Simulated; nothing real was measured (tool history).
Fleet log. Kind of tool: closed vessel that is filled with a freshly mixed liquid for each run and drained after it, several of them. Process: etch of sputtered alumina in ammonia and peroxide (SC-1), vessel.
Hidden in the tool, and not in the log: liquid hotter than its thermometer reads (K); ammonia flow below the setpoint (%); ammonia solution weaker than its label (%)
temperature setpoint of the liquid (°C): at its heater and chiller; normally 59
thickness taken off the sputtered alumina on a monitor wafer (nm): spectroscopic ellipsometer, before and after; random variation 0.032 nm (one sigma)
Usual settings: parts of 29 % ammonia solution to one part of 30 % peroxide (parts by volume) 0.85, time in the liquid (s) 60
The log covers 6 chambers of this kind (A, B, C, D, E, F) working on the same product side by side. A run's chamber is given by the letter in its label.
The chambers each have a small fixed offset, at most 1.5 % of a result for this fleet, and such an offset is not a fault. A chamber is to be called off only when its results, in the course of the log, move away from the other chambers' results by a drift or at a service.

| run | hour | temperature setpoint of the liquid (°C) | parts of 29 % ammonia solution to one part of 30 % peroxide (parts by volume) | time in the liquid (s) | hours since the thermometer was replaced | hours since the ammonia flow meter was replaced | hours since the drum of ammonia solution was connected | read-back film thickness of the sputtered alumina reference wafer, read on the same gauge (nm) | thickness taken off the sputtered alumina on a monitor wafer (nm) |
|---|---|---|---|---|---|---|---|---|---|
| 1C | 3.4 | 59 | 0.85 | 60 | 569.2 | 134.7 | 1063.4 | 110.01 | 5.1458 |
|  | 5.8 | chamber A: new drum of ammonia solution connected |
| 2F | 7.9 | 59 | 0.85 | 60 | 510 | 980.9 | 383.1 | 109.99 | 5.1079 |
| 3E | 10.3 | 59 | 0.85 | 60 | 676.4 | 1901.6 | 367.7 | 110 | 5.1238 |
|  | 12.6 | chamber F: ammonia flow meter replaced |
| 4A | 12.9 | 59 | 0.85 | 60 | 590.6 | 887.8 | 7.1 | 109.99 | 5.1197 |
| 5B | 16.8 | 59 | 0.85 | 60 | 215 | 506.9 | 102.1 | 110.01 | 5.0807 |
| 6D | 21.7 | 59 | 0.85 | 60 | 235.1 | 54.2 | 356.6 | 110.02 | 5.1027 |
| 7F | 24 | 59 | 0.85 | 60 | 526.1 | 11.4 | 399.2 | 110.01 | 5.0781 |
| 8B | 27 | 59 | 0.85 | 60 | 225.2 | 517.1 | 112.3 | 110 | 5.1219 |
| 9C | 29.5 | 59 | 0.85 | 60 | 595.3 | 160.8 | 1089.5 | 110 | 5.1654 |
| 10A | 34.3 | 59 | 0.85 | 60 | 612 | 909.2 | 28.5 | 109.99 | 5.119 |
| 11D | 39.3 | 68 | 1.15 | 60 | 252.7 | 71.8 | 374.2 | 110.02 | 8.2192 |
| 12E | 43.9 | 68 | 1.15 | 60 | 710 | 1935.2 | 401.3 | 110.01 | 8.4438 |
| 13A | 48.4 | 68 | 1.15 | 60 | 626.1 | 923.3 | 42.6 | 109.99 | 8.2621 |
| 14F | 52.1 | 68 | 1.15 | 60 | 554.2 | 39.5 | 427.3 | 110.03 | 8.1688 |
| 15D | 57.3 | 68 | 1.15 | 60 | 270.7 | 89.8 | 392.2 | 110.02 | 8.3282 |
| 16B | 61.1 | 68 | 1.15 | 60 | 259.3 | 551.2 | 146.4 | 110 | 8.3226 |
| 17C | 66 | 65.5 | 0.85 | 50 | 631.8 | 197.3 | 1126 | 109.98 | 5.9739 |
| 18E | 71 | 65.5 | 0.85 | 50 | 737.1 | 1962.3 | 428.4 | 110.02 | 6.0578 |
| 19B | 75.8 | 65.5 | 0.85 | 50 | 274 | 565.9 | 161.1 | 110.03 | 5.9069 |
| 20A | 78.6 | 65.5 | 0.85 | 50 | 656.3 | 953.5 | 72.8 | 110 | 5.8903 |
|  | 79.4 | chamber C: new drum of ammonia solution connected |
|  | 81.1 | chamber E: new drum of ammonia solution connected |
| 21D | 81.8 | 65.5 | 0.85 | 50 | 295.2 | 114.3 | 416.7 | 109.99 | 5.8858 |
| 22C | 84.4 | 65.5 | 0.85 | 50 | 650.2 | 215.7 | 5 | 109.99 | 6.019 |
| 23E | 87.1 | 59 | 0.85 | 60 | 753.2 | 1978.4 | 6.1 | 109.99 | 5.2589 |
| 24F | 89.6 | 59 | 0.85 | 60 | 591.7 | 77 | 464.8 | 110.02 | 5.0233 |
| 25D | 92 | 59 | 0.85 | 60 | 305.4 | 124.5 | 426.9 | 110.01 | 5.1055 |
| 26A | 96 | 59 | 0.85 | 60 | 673.7 | 970.9 | 90.2 | 110 | 5.1153 |
| 27F | 99.3 | 59 | 0.85 | 60 | 601.4 | 86.7 | 474.5 | 110 | 5.1351 |
| 28E | 104.1 | 59 | 0.85 | 60 | 770.2 | 1995.4 | 23.1 | 110.01 | 5.3249 |
| 29C | 109 | 59 | 0.85 | 60 | 674.8 | 240.3 | 29.6 | 110.02 | 5.2008 |
| 30B | 112 | 59 | 0.85 | 60 | 310.2 | 602.1 | 197.3 | 110 | 5.1206 |
| 31B | 114.6 | 59 | 0.85 | 60 | 312.8 | 604.7 | 199.9 | 109.99 | 5.0837 |
| 32C | 117 | 59 | 0.85 | 60 | 682.8 | 248.3 | 37.6 | 110.01 | 5.1476 |
| 33E | 121.2 | 59 | 0.85 | 60 | 787.3 | 2012.5 | 40.2 | 110.01 | 5.2934 |
| 34A | 125.4 | 59 | 0.85 | 60 | 703.1 | 1000.3 | 119.6 | 109.98 | 5.0721 |
| 35F | 130.1 | 54 | 1 | 60 | 632.2 | 117.5 | 505.3 | 110 | 3.9321 |
| 36D | 135.3 | 54 | 1 | 60 | 348.7 | 167.8 | 470.2 | 110.01 | 3.9805 |

Read the log: is a single chamber off, either drifting away or since a service, is the gauge that measures every chamber drifting, or is nothing wrong beyond small per-chamber offsets? Name any odd chamber and what most likely caused it.

One chamber, E, drifts off from the rest bit by bit.
Cause: liquid hotter than its thermometer reads (K) = 0.991.

Chamber E could run next with any of the 4 candidate recipes listed below; each alters the usual settings, and their results appear as question marks. Which one brings its results back in line with what the other chambers deliver on the usual settings?
Allowed miss from the other chambers' usual-settings mean, per result, to count as in line: thickness taken off the sputtered alumina on a monitor wafer (nm) 0.11
| 37E-1 | 139.1 | 58.5 | 0.85 | 60 |  |  |  |  | ? |
| 37E-2 | 139.1 | 60 | 0.85 | 60 |  |  |  |  | ? |
| 37E-3 | 139.1 | 59 | 0.5 | 60 |  |  |  |  | ? |
| 37E-4 | 139.1 | 59.5 | 0.85 | 60 |  |  |  |  | ? |

Usual-settings mean across the other chambers: thickness taken off the sputtered alumina on a monitor wafer (nm) 5.108
| run | thickness taken off the sputtered alumina on a monitor wafer (nm) |
|---|---|
| 37E-1 | 5.2672 |
| 37E-2 | 5.6967 |
| 37E-3 | 5.1478 |
| 37E-4 | 5.5503 |
37E-3 is the one that brings the chamber's results back in line with the other chambers.

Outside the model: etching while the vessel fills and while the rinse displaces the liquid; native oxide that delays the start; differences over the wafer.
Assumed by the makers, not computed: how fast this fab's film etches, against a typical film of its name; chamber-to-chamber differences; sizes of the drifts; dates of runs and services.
